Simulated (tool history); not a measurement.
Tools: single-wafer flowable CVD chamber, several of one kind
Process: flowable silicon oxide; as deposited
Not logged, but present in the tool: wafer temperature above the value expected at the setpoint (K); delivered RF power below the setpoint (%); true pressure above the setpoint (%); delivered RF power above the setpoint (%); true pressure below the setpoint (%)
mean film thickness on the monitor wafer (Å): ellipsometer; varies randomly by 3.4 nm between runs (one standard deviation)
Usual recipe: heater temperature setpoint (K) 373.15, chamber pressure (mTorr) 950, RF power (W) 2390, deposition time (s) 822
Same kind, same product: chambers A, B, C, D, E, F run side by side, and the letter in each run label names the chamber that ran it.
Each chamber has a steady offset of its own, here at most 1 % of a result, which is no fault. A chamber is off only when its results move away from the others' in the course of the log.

run   hour  heater temperature setpoint (K)  chamber pressure (mTorr)  RF power (W)  deposition time (s)  hours since the last thermocouple change  hours since the last RF generator calibration  hours since the last manometer calibration  read-back reference wafer on the same gauge, thickness_nm  mean film thickness on the monitor wafer (Å)
 1B    5.4                           373.15                       950          2390                  822                                     197.2                                          772.0                                       684.1                                                     578.77                                        6432.8
 2A   16.3                           373.15                       950          2390                  822                                     525.1                                         1355.2                                      1042.3                                                     578.11                                        6340.4
 3F   25.5                           373.15                       950          2390                  822                                    1396.7                                         1381.9                                       827.1                                                     577.58                                        6433.4
 4C   31.5                           373.15                       950          2390                  822                                     101.1                                         1651.3                                       796.5                                                     578.38                                        6424.6
 5E   42.2                           373.15                       950          2390                  822                                    1296.7                                          311.2                                       919.9                                                     577.69                                        6347.8
 6D   51.4                           373.15                       950          2390                  822                                     332.4                                         1127.1                                        95.0                                                     577.85                                        6383.2
      56.3  -- chamber C: RF generator calibrated
 7C   58.5                           373.15                       950          2390                  822                                     128.1                                            2.2                                       823.5                                                     578.59                                        6412.2
 8D   64.6                           373.15                       950          2390                  822                                     345.6                                         1140.3                                       108.2                                                     578.69                                        6300.8
 9E   74.9                           373.15                       950          2390                  822                                    1329.4                                          343.9                                       952.6                                                     578.04                                        6315.3
10F   82.3                           373.15                       950          2390                  822                                    1453.5                                         1438.7                                       883.9                                                     578.73                                        6448.8
11B   92.4                           373.15                       950          2390                  822                                     284.2                                          859.0                                       771.1                                                     578.05                                        6416.3
12A   98.9                           367.15                      1174          2390                  822                                     607.7                                         1437.8                                      1124.9                                                     577.77                                        9972.7
13F  108.8                           367.15                      1174          2390                  822                                    1480.0                                         1465.2                                       910.4                                                     578.00                                        9915.5
14E  116.1                           367.15                      1174          2390                  822                                    1370.6                                          385.1                                       993.8                                                     578.11                                        9913.8
15B  124.0                           367.15                      1174          2390                  822                                     315.8                                          890.6                                       802.7                                                     577.75                                        9954.1
16D  132.6                           367.15                      1174          2390                  822                                     413.6                                         1208.3                                       176.2                                                     578.52                                        9840.5
17C  138.8                           367.15                      1174          2390                  822                                     208.4                                           82.5                                       903.8                                                     577.99                                       10050.0
18A  147.3                           373.15                       950          2390                  822                                     656.1                                         1486.2                                      1173.3                                                     578.27                                        6425.2
19B  153.7                           373.15                       950          2735                  711                                     345.5                                          920.3                                       832.4                                                     577.93                                        5711.7
20C  165.1                           373.15                       950          2735                  711                                     234.7                                          108.8                                       930.1                                                     577.69                                        5658.6
21A  173.8                           373.15                       950          2735                  711                                     682.6                                         1512.7                                      1199.8                                                     578.04                                        5638.1
22D  184.5                           373.15                       950          2735                  711                                     465.5                                         1260.2                                       228.1                                                     577.74                                        5605.2
23F  196.0                           373.15                       950          2735                  711                                    1567.2                                         1552.4                                       997.6                                                     578.15                                        5554.2
24E  207.5                           373.15                       950          2735                  711                                    1462.0                                          476.5                                      1085.2                                                     577.28                                        5589.0
25F  216.3                           373.15                      1085          2765                  822                                    1587.5                                         1572.7                                      1017.9                                                     577.96                                        7596.7
26C  223.0                           373.15                      1085          2765                  822                                     292.6                                          166.7                                       988.0                                                     578.28                                        7688.5
27A  228.2                           373.15                      1085          2765                  822                                     737.0                                         1567.1                                      1254.2                                                     578.32                                        7563.1
28D  236.1                           373.15                      1085          2765                  822                                     517.1                                         1311.8                                       279.7                                                     577.90                                        7637.4
29B  246.5                           373.15                      1085          2765                  822                                     438.3                                         1013.1                                       925.2                                                     577.74                                        7709.6
30E  255.8                           373.15                      1085          2765                  822                                    1510.3                                          524.8                                      1133.5                                                     578.73                                        7467.7
31D  265.9                           373.15                       950          2390                  822                                     546.9                                         1341.6                                       309.5                                                     578.74                                        6384.2
32A  271.9                           373.15                       825          2555                  822                                     780.7                                         1610.8                                      1297.9                                                     578.13                                        5411.3
33C  280.7                           373.15                       825          2555                  822                                     350.3                                          224.4                                      1045.7                                                     578.58                                        5497.9
34B  289.1                           373.15                       825          2555                  822                                     480.9                                         1055.7                                       967.8                                                     577.64                                        5438.4
35F  296.0                           373.15                       825          2555                  822                                    1667.2                                         1652.4                                      1097.6                                                     577.41                                        5377.3
36E  307.0                           373.15                       825          2555                  822                                    1561.5                                          576.0                                      1184.7                                                     578.82                                        5364.8
37E  314.9                           373.15                       825          2555                  822                                    1569.4                                          583.9                                      1192.6                                                     577.47                                        5432.2
38A  322.2                           373.15                       950          2390                  822                                     831.0                                         1661.1                                      1348.2                                                     578.83                                        6344.3
39C  330.6                           373.15                       950          2390                  822                                     400.2                                          274.3                                      1095.6                                                     578.62                                        6438.8
40D  339.2                           373.15                       950          2390                  822                                     620.2                                         1414.9                                       382.8                                                     578.85                                        6385.0
41B  350.1                           373.15                       950          2390                  822                                     541.9                                         1116.7                                      1028.8                                                     578.16                                        6431.4
42F  355.3                           373.15                       950          2390                  822                                    1726.5                                         1711.7                                      1156.9                                                     578.00                                        6352.4
43F  364.9                           373.15                       950          2390                  822                                    1736.1                                         1721.3                                      1166.5                                                     576.97                                        6397.3

Is one chamber off against the others, does the gauge drift, or is nothing wrong? If a chamber is off, say which, and what the likeliest cause is.

Nothing is wrong: each chamber keeps only its own small, steady offset and the gauge holds still.

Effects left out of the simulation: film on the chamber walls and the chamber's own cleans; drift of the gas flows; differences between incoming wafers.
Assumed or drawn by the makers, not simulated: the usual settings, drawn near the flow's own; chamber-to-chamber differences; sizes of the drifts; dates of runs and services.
